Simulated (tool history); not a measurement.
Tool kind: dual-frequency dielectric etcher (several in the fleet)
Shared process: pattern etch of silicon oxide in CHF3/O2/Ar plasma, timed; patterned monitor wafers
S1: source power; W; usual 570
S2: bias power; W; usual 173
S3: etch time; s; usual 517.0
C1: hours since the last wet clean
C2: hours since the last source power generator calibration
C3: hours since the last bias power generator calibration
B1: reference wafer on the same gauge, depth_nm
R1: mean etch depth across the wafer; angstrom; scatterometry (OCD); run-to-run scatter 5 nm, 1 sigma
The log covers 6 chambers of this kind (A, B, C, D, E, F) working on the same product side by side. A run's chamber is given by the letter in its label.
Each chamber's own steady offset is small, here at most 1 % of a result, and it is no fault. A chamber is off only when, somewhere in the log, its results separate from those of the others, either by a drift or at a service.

run 1E hour=8.2 | S1=570 S2=173 S3=517.0 | C1=248.4 C2=1593.7 C3=89.1 | B1=1066.8 | R1=9950.5
run 2C hour=12.5 | S1=570 S2=173 S3=517.0 | C1=86.8 C2=2459.0 C3=3675.3 | B1=1064.9 | R1=9826.0
run 3D hour=18.2 | S1=570 S2=173 S3=517.0 | C1=353.6 C2=2109.2 C3=635.8 | B1=1065.2 | R1=10008.0
run 4A hour=25.3 | S1=570 S2=173 S3=517.0 | C1=514.9 C2=1367.3 C3=1944.2 | B1=1067.1 | R1=10026.0
-- hour=30.8 chamber A: wet clean of the chamber
run 5F hour=32.2 | S1=570 S2=173 S3=517.0 | C1=353.4 C2=1669.3 C3=916.0 | B1=1065.4 | R1=9787.5
run 6B hour=40.5 | S1=570 S2=173 S3=517.0 | C1=602.8 C2=3108.4 C3=1483.1 | B1=1066.1 | R1=9988.6
run 7A hour=45.7 | S1=450 S2=147 S3=517.0 | C1=15.0 C2=1387.7 C3=1964.6 | B1=1065.5 | R1=8615.0
-- hour=46.9 chamber F: wet clean of the chamber
run 8F hour=52.0 | S1=450 S2=147 S3=517.0 | C1=5.2 C2=1689.1 C3=935.8 | B1=1066.6 | R1=8525.7
-- hour=57.3 chamber B: wet clean of the chamber
run 9D hour=60.9 | S1=450 S2=147 S3=517.0 | C1=396.3 C2=2151.9 C3=678.5 | B1=1066.3 | R1=8668.0
run 10C hour=70.9 | S1=450 S2=147 S3=517.0 | C1=145.2 C2=2517.4 C3=3733.7 | B1=1065.5 | R1=8528.8
-- hour=71.1 chamber D: wet clean of the chamber
run 11B hour=78.4 | S1=450 S2=147 S3=517.0 | C1=21.1 C2=3146.3 C3=1521.0 | B1=1066.2 | R1=8543.8
-- hour=85.7 chamber F: source power generator calibrated
run 12E hour=86.5 | S1=450 S2=147 S3=517.0 | C1=326.7 C2=1672.0 C3=167.4 | B1=1067.2 | R1=8581.0
run 13C hour=96.2 | S1=570 S2=173 S3=517.0 | C1=170.5 C2=2542.7 C3=3759.0 | B1=1064.7 | R1=9765.6
run 14E hour=106.0 | S1=570 S2=173 S3=517.0 | C1=346.2 C2=1691.5 C3=186.9 | B1=1064.9 | R1=9744.0
run 15A hour=115.8 | S1=570 S2=173 S3=517.0 | C1=85.1 C2=1457.8 C3=2034.7 | B1=1066.7 | R1=9949.7
run 16B hour=123.7 | S1=520 S2=173 S3=392.5 | C1=66.4 C2=3191.6 C3=1566.3 | B1=1065.4 | R1=7260.5
run 17F hour=128.8 | S1=520 S2=173 S3=392.5 | C1=82.0 C2=43.2 C3=1012.6 | B1=1068.1 | R1=7167.6
run 18D hour=138.5 | S1=520 S2=173 S3=392.5 | C1=67.5 C2=2229.5 C3=756.1 | B1=1066.1 | R1=7343.4
run 19E hour=148.5 | S1=520 S2=173 S3=392.5 | C1=388.7 C2=1734.0 C3=229.4 | B1=1066.8 | R1=7123.3
run 20D hour=154.8 | S1=520 S2=173 S3=392.5 | C1=83.8 C2=2245.8 C3=772.4 | B1=1066.6 | R1=7311.3
run 21C hour=160.1 | S1=520 S2=173 S3=392.5 | C1=234.4 C2=2606.6 C3=3822.9 | B1=1066.5 | R1=7168.4
run 22A hour=169.1 | S1=570 S2=173 S3=517.0 | C1=138.4 C2=1511.1 C3=2088.0 | B1=1065.8 | R1=10009.0
run 23B hour=178.3 | S1=570 S2=173 S3=517.0 | C1=121.0 C2=3246.2 C3=1620.9 | B1=1066.0 | R1=9952.7
run 24F hour=188.0 | S1=570 S2=173 S3=517.0 | C1=141.2 C2=102.4 C3=1071.8 | B1=1065.5 | R1=9847.7
run 25E hour=192.4 | S1=570 S2=173 S3=517.0 | C1=432.6 C2=1777.9 C3=273.3 | B1=1066.2 | R1=9557.0
run 26C hour=199.0 | S1=570 S2=173 S3=517.0 | C1=273.3 C2=2645.5 C3=3861.8 | B1=1066.2 | R1=9851.6
run 27F hour=208.7 | S1=570 S2=173 S3=517.0 | C1=161.9 C2=123.1 C3=1092.5 | B1=1065.5 | R1=9851.4
run 28A hour=216.0 | S1=570 S2=173 S3=517.0 | C1=185.3 C2=1558.0 C3=2134.9 | B1=1064.7 | R1=10024.0
run 29B hour=224.4 | S1=570 S2=173 S3=517.0 | C1=167.1 C2=3292.3 C3=1667.0 | B1=1065.0 | R1=9837.0
run 30D hour=233.1 | S1=570 S2=173 S3=517.0 | C1=162.1 C2=2324.1 C3=850.7 | B1=1064.5 | R1=10041.0
run 31F hour=241.4 | S1=570 S2=173 S3=517.0 | C1=194.6 C2=155.8 C3=1125.2 | B1=1066.3 | R1=9886.0
run 32E hour=247.3 | S1=570 S2=173 S3=517.0 | C1=487.5 C2=1832.8 C3=328.2 | B1=1065.6 | R1=9570.8
run 33C hour=257.1 | S1=570 S2=173 S3=658.5 | C1=331.4 C2=2703.6 C3=3919.9 | B1=1065.5 | R1=12461.0
run 34B hour=264.0 | S1=570 S2=173 S3=658.5 | C1=206.7 C2=3331.9 C3=1706.6 | B1=1065.8 | R1=12618.0
run 35A hour=269.0 | S1=570 S2=173 S3=658.5 | C1=238.3 C2=1611.0 C3=2187.9 | B1=1065.6 | R1=12675.0
run 36D hour=276.7 | S1=570 S2=173 S3=658.5 | C1=205.7 C2=2367.7 C3=894.3 | B1=1066.0 | R1=12705.0
run 37B hour=281.4 | S1=570 S2=173 S3=658.5 | C1=224.1 C2=3349.3 C3=1724.0 | B1=1065.9 | R1=12590.0

Has any chamber moved away from the others, gradually or after a service, or does the common gauge drift, or do the chambers differ only by their own small steady offsets? State the chamber and the most likely cause if one applies.

Little by little, chamber E moves away from the other chambers.
Cause: etch rate under this chamber's usual, % = 4.51.

Chamber E could run next with any of the 4 candidate recipes listed below; each alters the usual settings, and their results appear as question marks. Which one brings its results back in line with what the other chambers deliver on the usual settings?
In-line tolerance around the mean of the other chambers on the usual settings: R1 170.0 angstrom
run 38E-1 hour=288.6 | S1=570 S2=173 S3=541.5 | R1=?
run 38E-2 hour=288.6 | S1=490 S2=151 S3=517.0 | R1=?
run 38E-3 hour=288.6 | S1=580 S2=176 S3=561.0 | R1=?
run 38E-4 hour=288.6 | S1=500 S2=173 S3=517.0 | R1=?

Other chambers, usual settings, mean: R1 9905.4 angstrom
run=38E-1 R1=9843.8
run=38E-2 R1=8481.1
run=38E-3 R1=10325.0
run=38E-4 R1=8937.4
The right change is 38E-1: it brings the chamber back within the allowed miss of the others.
